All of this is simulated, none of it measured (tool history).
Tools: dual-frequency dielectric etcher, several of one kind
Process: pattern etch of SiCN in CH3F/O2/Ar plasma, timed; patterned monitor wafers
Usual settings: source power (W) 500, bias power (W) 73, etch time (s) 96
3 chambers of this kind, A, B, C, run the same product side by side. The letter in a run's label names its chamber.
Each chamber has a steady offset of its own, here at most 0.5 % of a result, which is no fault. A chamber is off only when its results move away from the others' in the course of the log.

run,hour,source power (W),bias power (W),etch time (s),hours since the last wet clean,hours since the last source power generator calibration,hours since the last bias power generator calibration,"read-back reference wafer on the same gauge, depth_nm",mean etch depth across the wafer (Å)
1C,5,500,73,96,179.7,2017.8,311.2,32.573,392.7
2B,13.6,500,73,96,311.1,216.6,1697,32.633,394.96
3A,19,500,73,96,33.5,2182.9,602.2,32.595,394.86
4B,27.8,500,73,96,325.3,230.8,1711.2,32.602,396.91
5A,36.4,500,73,96,50.9,2200.3,619.6,32.597,392.55
6C,42,430,59,96,216.7,2054.8,348.2,32.593,343.77
7B,48.6,430,59,96,346.1,251.6,1732,32.616,345.92
8A,53.8,430,59,96,68.3,2217.7,637,32.576,349.12
9C,59.9,500,73,96,234.6,2072.7,366.1,32.589,392.74
10B,65.4,500,73,96,362.9,268.4,1748.8,32.61,393.56
11C,70.7,500,73,96,245.4,2083.5,376.9,32.63,391.89
12A,76.9,500,73,79,91.4,2240.8,660.1,32.589,324.67
# hour 78.5: chamber B: wet clean of the chamber
13A,84.6,500,73,79,99.1,2248.5,667.8,32.611,325.86
14B,89.9,500,73,79,11.5,292.9,1773.3,32.626,334.41
15C,97.6,500,73,96,272.3,2110.4,403.8,32.597,394.03
16B,104,500,73,96,25.6,307,1787.4,32.588,410.32
17C,112.9,500,73,96,287.6,2125.7,419.1,32.591,391.38
18A,121.7,500,73,96,136.2,2285.6,704.9,32.606,395.7
19B,129.9,500,73,96,51.5,332.9,1813.3,32.582,406.35
20A,135.2,500,73,96,149.7,2299.1,718.4,32.59,396.21

All 3 chambers run these settings next. Forecast each chamber's results:
21A,141.6,500,73,96,,,,,?
21B,141.6,500,73,96,,,,,?
21C,141.6,500,73,96,,,,,?

run,mean etch depth across the wafer (Å)
21A,397.01
21B,409.39
21C,393.62

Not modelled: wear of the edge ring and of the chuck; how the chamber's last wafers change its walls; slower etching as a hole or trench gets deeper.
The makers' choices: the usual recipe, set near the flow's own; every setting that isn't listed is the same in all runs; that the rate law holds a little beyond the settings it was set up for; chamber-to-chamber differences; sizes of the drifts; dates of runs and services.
